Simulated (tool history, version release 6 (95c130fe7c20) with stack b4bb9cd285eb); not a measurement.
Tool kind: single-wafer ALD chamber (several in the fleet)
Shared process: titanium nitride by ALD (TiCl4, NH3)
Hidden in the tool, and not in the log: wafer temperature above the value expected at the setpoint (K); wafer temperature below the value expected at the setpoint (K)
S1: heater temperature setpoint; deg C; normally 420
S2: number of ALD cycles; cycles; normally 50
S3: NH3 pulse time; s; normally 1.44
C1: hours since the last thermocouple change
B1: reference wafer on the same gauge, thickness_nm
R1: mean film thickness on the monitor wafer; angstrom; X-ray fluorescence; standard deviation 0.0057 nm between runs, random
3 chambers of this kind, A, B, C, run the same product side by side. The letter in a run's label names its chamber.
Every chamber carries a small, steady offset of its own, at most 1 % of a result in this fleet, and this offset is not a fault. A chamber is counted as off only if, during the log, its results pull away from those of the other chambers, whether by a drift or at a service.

Run 1C, hour 6: usual settings; C1 425.3; B1 1.1799. Result: R1 11.016 angstrom.
Run 2B, hour 17.6: usual settings; C1 2302.3; B1 1.1794. Result: R1 10.973 angstrom.
Run 3A, hour 26.9: usual settings; C1 84.9; B1 1.1793. Result: R1 10.997 angstrom.
Run 4A, hour 37: usual settings; C1 95; B1 1.1798. Result: R1 10.887 angstrom.
Run 5B, hour 45.3: usual settings; C1 2330; B1 1.1803. Result: R1 10.877 angstrom.
Run 6C, hour 55.9: usual settings; C1 475.2; B1 1.1789. Result: R1 11.007 angstrom.
Run 7C, hour 67.1: usual settings; C1 486.4; B1 1.1806. Result: R1 10.993 angstrom.
Run 8B, hour 74.3: usual settings; C1 2359; B1 1.1806. Result: R1 10.978 angstrom.
Run 9A, hour 82.2: usual settings; C1 140.2; B1 1.1787. Result: R1 10.957 angstrom.
Run 10A, hour 93.3: usual settings; C1 151.3; B1 1.1797. Result: R1 11.051 angstrom.
Run 11C, hour 103.3: usual settings; C1 522.6; B1 1.1803. Result: R1 11.049 angstrom.
Run 12B, hour 114: usual settings but S1 433 deg C, S3 1.13 s; C1 2398.7; B1 1.18. Result: R1 10.81 angstrom.
Run 13B, hour 124.6: usual settings but S1 433 deg C, S3 1.13 s; C1 2409.3; B1 1.1804. Result: R1 10.886 angstrom.
Run 14A, hour 132.9: usual settings but S1 433 deg C, S3 1.13 s; C1 190.9; B1 1.1797. Result: R1 11.014 angstrom.
Run 15C, hour 141.3: usual settings; C1 560.6; B1 1.1805. Result: R1 11.078 angstrom.
Run 16B, hour 147.9: usual settings; C1 2432.6; B1 1.1807. Result: R1 10.889 angstrom.
Run 17C, hour 156.4: usual settings but S2 58 cycles; C1 575.7; B1 1.1804. Result: R1 12.746 angstrom.
Run 18A, hour 161.6: usual settings but S2 58 cycles; C1 219.6; B1 1.1803. Result: R1 12.867 angstrom.
Run 19A, hour 171.9: usual settings but S2 58 cycles; C1 229.9; B1 1.1819. Result: R1 12.783 angstrom.
Run 20C, hour 183: usual settings; C1 602.3; B1 1.1808. Result: R1 10.977 angstrom.
Run 21B, hour 192: usual settings; C1 2476.7; B1 1.1792. Result: R1 11.024 angstrom.
Run 22A, hour 200.3: usual settings; C1 258.3; B1 1.1801. Result: R1 10.866 angstrom.
Run 23C, hour 210.2: usual settings; C1 629.5; B1 1.1805. Result: R1 10.954 angstrom.
Run 24B, hour 221.9: usual settings; C1 2506.6; B1 1.1799. Result: R1 10.963 angstrom.
Run 25B, hour 227.5: usual settings but S2 54 cycles, S3 1.99 s; C1 2512.2; B1 1.1803. Result: R1 11.996 angstrom.
Run 26C, hour 235.5: usual settings but S2 54 cycles, S3 1.99 s; C1 654.8; B1 1.1806. Result: R1 12.094 angstrom.
Run 27A, hour 243.7: usual settings but S2 54 cycles, S3 1.99 s; C1 301.7; B1 1.1795. Result: R1 12.071 angstrom.
At hour 247.1: chamber B: thermocouple changed; heater temperature recalibrated.
Run 28B, hour 250.4: usual settings; C1 3.3; B1 1.181. Result: R1 11.031 angstrom.
Run 29C, hour 261.2: usual settings; C1 680.5; B1 1.1784. Result: R1 11.081 angstrom.
Run 30A, hour 270.1: usual settings; C1 328.1; B1 1.1798. Result: R1 10.908 angstrom.
Run 31B, hour 280.2: usual settings; C1 33.1; B1 1.1814. Result: R1 10.864 angstrom.
Run 32A, hour 289.5: usual settings; C1 347.5; B1 1.1787. Result: R1 11.016 angstrom.
Run 33C, hour 296: usual settings; C1 715.3; B1 1.18. Result: R1 10.992 angstrom.
Run 34A, hour 301.8: usual settings; C1 359.8; B1 1.1805. Result: R1 10.971 angstrom.
Run 35B, hour 307.4: usual settings; C1 60.3; B1 1.1804. Result: R1 10.903 angstrom.

The same settings go to every chamber for the next run, one line per chamber below. Forecast the results for each:
Run 36A, hour 315.8: usual settings but S1 413 deg C. Result: R1 ?.
Run 36B, hour 315.8: usual settings but S1 413 deg C. Result: R1 ?.
Run 36C, hour 315.8: usual settings but S1 413 deg C. Result: R1 ?.

run      R1
36A  10.924
36B  10.883
36C  11.051

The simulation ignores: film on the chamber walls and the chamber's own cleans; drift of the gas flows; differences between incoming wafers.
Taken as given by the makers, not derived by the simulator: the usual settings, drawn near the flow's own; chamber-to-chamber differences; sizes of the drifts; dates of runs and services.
